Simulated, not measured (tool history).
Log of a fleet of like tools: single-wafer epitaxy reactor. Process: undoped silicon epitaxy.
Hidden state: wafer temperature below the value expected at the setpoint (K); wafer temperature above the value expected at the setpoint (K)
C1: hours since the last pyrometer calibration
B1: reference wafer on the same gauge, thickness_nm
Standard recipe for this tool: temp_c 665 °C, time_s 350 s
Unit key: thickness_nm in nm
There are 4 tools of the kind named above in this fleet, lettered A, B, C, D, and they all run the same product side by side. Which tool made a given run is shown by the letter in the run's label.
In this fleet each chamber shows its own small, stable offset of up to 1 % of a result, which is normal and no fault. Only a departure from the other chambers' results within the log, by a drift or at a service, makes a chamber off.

Run 1D, hour 9.7: usual settings; C1 1508.9; B1 90.572. Result: thickness_nm 81.213 nm.
Run 2C, hour 19.4: usual settings; C1 1310.4; B1 90.513. Result: thickness_nm 80.476 nm.
Run 3B, hour 27.7: usual settings; C1 613.7; B1 90.63. Result: thickness_nm 80.003 nm.
Run 4A, hour 41.1: usual settings; C1 873.7; B1 90.569. Result: thickness_nm 81.346 nm.
Run 5B, hour 52.8: usual settings; C1 638.8; B1 90.635. Result: thickness_nm 79.95 nm.
Run 6D, hour 67.8: usual settings; C1 1567; B1 90.731. Result: thickness_nm 82.106 nm.
Run 7A, hour 79.8: usual settings; C1 912.4; B1 90.603. Result: thickness_nm 80.825 nm.
Run 8C, hour 94.9: usual settings; C1 1385.9; B1 90.514. Result: thickness_nm 80.67 nm.
Run 9C, hour 104.7: usual settings but temp_c 672 °C; C1 1395.7; B1 90.652. Result: thickness_nm 94.55 nm.
At hour 108.1: chamber D: pyrometer calibrated.
Run 10B, hour 112.2: usual settings but temp_c 672 °C; C1 698.2; B1 90.634. Result: thickness_nm 92.768 nm.
Run 11A, hour 123.2: usual settings but temp_c 672 °C; C1 955.8; B1 90.669. Result: thickness_nm 93.455 nm.
Run 12D, hour 136.9: usual settings but temp_c 672 °C; C1 28.9; B1 90.609. Result: thickness_nm 94.454 nm.
Run 13B, hour 150.9: usual settings but time_s 371 s; C1 736.9; B1 90.585. Result: thickness_nm 85.266 nm.
Run 14C, hour 160.4: usual settings but time_s 371 s; C1 1451.4; B1 90.576. Result: thickness_nm 85.623 nm.
Run 15A, hour 168.3: usual settings but time_s 371 s; C1 1000.9; B1 90.548. Result: thickness_nm 85.09 nm.
Run 16D, hour 177.1: usual settings but time_s 371 s; C1 69.1; B1 90.565. Result: thickness_nm 86.27 nm.
Run 17B, hour 191.1: usual settings but temp_c 679 °C; C1 777.1; B1 90.642. Result: thickness_nm 106.05 nm.
Run 18C, hour 205: usual settings but temp_c 679 °C; C1 1496; B1 90.596. Result: thickness_nm 108.05 nm.
Run 19D, hour 218.4: usual settings but temp_c 679 °C; C1 110.4; B1 90.773. Result: thickness_nm 108.93 nm.
Run 20A, hour 231.1: usual settings but temp_c 679 °C; C1 1063.7; B1 90.544. Result: thickness_nm 107.52 nm.
Run 21B, hour 238.2: usual settings but temp_c 677 °C, time_s 376 s; C1 824.2; B1 90.587. Result: thickness_nm 109.8 nm.
Run 22A, hour 253.1: usual settings but temp_c 677 °C, time_s 376 s; C1 1085.7; B1 90.583. Result: thickness_nm 110.81 nm.
Run 23D, hour 266: usual settings but temp_c 677 °C, time_s 376 s; C1 158; B1 90.533. Result: thickness_nm 112.4 nm.
Run 24C, hour 276.5: usual settings but temp_c 677 °C, time_s 376 s; C1 1567.5; B1 90.566. Result: thickness_nm 110.93 nm.
Run 25A, hour 292: usual settings; C1 1124.6; B1 90.606. Result: thickness_nm 80.736 nm.
Run 26C, hour 306.5: usual settings; C1 1597.5; B1 90.615. Result: thickness_nm 80.676 nm.
Run 27D, hour 313.6: usual settings; C1 205.6; B1 90.52. Result: thickness_nm 80.588 nm.
Run 28B, hour 326.1: usual settings but temp_c 652 °C, time_s 318 s; C1 912.1; B1 90.677. Result: thickness_nm 55.052 nm.
Run 29D, hour 337.7: usual settings but temp_c 652 °C, time_s 318 s; C1 229.7; B1 90.547. Result: thickness_nm 56.066 nm.
Run 30A, hour 348.1: usual settings but temp_c 652 °C, time_s 318 s; C1 1180.7; B1 90.58. Result: thickness_nm 55.567 nm.
Run 31C, hour 358.2: usual settings but temp_c 652 °C, time_s 318 s; C1 1649.2; B1 90.592. Result: thickness_nm 55.407 nm.
Run 32B, hour 366.2: usual settings; C1 952.2; B1 90.679. Result: thickness_nm 80.349 nm.
Run 33A, hour 378.7: usual settings but temp_c 652 °C; C1 1211.3; B1 90.626. Result: thickness_nm 61.643 nm.
Run 34C, hour 390.1: usual settings but temp_c 652 °C; C1 1681.1; B1 90.557. Result: thickness_nm 61.164 nm.
Run 35D, hour 401.9: usual settings but temp_c 652 °C; C1 293.9; B1 90.612. Result: thickness_nm 61.226 nm.
Run 36B, hour 409.3: usual settings but temp_c 652 °C; C1 995.3; B1 90.581. Result: thickness_nm 61.301 nm.
Run 37C, hour 421: usual settings; C1 1712; B1 90.572. Result: thickness_nm 80.652 nm.
Run 38A, hour 434.7: usual settings; C1 1267.3; B1 90.59. Result: thickness_nm 80.972 nm.
Run 39B, hour 441.9: usual settings; C1 1027.9; B1 90.629. Result: thickness_nm 80.489 nm.
Run 40D, hour 448.8: usual settings; C1 340.8; B1 90.559. Result: thickness_nm 81.062 nm.
Run 41D, hour 458.4: usual settings; C1 350.4; B1 90.54. Result: thickness_nm 81.131 nm.

Does one chamber stand apart from the rest, does the shared gauge drift, or is all well apart from small per-chamber offsets? Give the chamber and the most likely cause, where there is one.

No chamber stands off beyond its own small offset, and the gauge holds steady.
